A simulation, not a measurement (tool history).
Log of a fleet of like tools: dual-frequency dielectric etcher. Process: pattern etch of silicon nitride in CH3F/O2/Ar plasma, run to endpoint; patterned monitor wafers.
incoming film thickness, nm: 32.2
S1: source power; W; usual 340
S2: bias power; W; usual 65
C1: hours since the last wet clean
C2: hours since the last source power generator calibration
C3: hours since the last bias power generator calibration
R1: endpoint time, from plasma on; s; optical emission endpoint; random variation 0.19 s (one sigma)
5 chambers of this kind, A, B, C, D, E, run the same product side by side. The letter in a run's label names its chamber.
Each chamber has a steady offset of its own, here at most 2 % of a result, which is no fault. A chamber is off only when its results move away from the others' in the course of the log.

run	hour	S1	S2	C1	C2	C3	R1
1B	8.3	340	65	89	1016.9	1186.6	51.469
2A	13.4	340	65	276.8	209.1	741.3	51.297
3E	23.1	340	65	505.1	1452	571.6	52.265
# hour 28.7: chamber E: wet clean of the chamber
4D	28.9	340	65	515.6	1052.3	1070.8	51.986
5C	36.4	340	58	573.1	858.4	2131.8	54.219
6B	44.2	340	58	124.9	1052.8	1222.5	53.912
7D	51.8	340	58	538.5	1075.2	1093.7	53.907
8A	56.6	340	58	320	252.3	784.5	53.389
9C	63.7	340	58	600.4	885.7	2159.1	53.612
10E	74.9	340	65	46.3	1503.8	623.4	51.932
11E	81.3	310	51	52.7	1510.2	629.8	58.479
12C	87.5	310	51	624.2	909.5	2182.9	58.268
# hour 91.8: chamber C: wet clean of the chamber
13B	97.1	310	51	177.8	1105.7	1275.4	57.885
# hour 99.4: chamber D: wet clean of the chamber
14A	102.3	310	51	365.7	298	830.2	57.999
15D	108.6	310	51	9.2	1132	1150.5	60.139
# hour 114.2: chamber A: wet clean of the chamber
16D	116.1	340	65	16.7	1139.5	1158	54.082
17E	123.1	390	65	94.5	1552	671.6	49.173
18A	130.8	390	65	16.6	326.5	858.7	49.095
19B	138.8	390	65	219.5	1147.4	1317.1	48.81
20C	148.2	390	65	56.4	970.2	2243.6	49.122
21B	158.3	390	65	239	1166.9	1336.6	48.96
22E	163.6	340	65	135	1592.5	712.1	52.262
23A	169	340	65	54.8	364.7	896.9	51.516
24D	174.1	340	65	74.7	1197.5	1216	53.69
25C	182.4	340	65	90.6	1004.4	2277.8	51.732
26E	190.3	340	65	161.7	1619.2	738.8	52.109
27D	195.4	340	65	96	1218.8	1237.3	53.55
28A	203.7	340	65	89.5	399.4	931.6	51.643
29B	209.5	340	65	290.2	1218.1	1387.8	51.36
30C	220.5	340	65	128.7	1042.5	2315.9	52.021
31E	229.5	340	65	200.9	1658.4	778	51.913
32C	238.2	340	65	146.4	1060.2	2333.6	51.695
33D	248.9	340	65	149.5	1272.3	1290.8	53.563
34A	257.1	340	65	142.9	452.8	985	51.702
35B	261.9	340	65	342.6	1270.5	1440.2	51.524
36D	268.5	340	65	169.1	1291.9	1310.4	53.518
37E	278.8	340	65	250.2	1707.7	827.3	52.033
38C	285.8	340	65	194	1107.8	2381.2	52.069
39B	293.8	340	65	374.5	1302.4	1472.1	51.457
40A	303.2	380	73	189	498.9	1031.1	47.639

Next, every chamber runs the same settings. What will each give?
41A	311.2	340	65				?
41B	311.2	340	65				?
41C	311.2	340	65				?
41D	311.2	340	65				?
41E	311.2	340	65				?

run	R1
41A	51.565
41B	51.381
41C	51.805
41D	53.999
41E	52.102
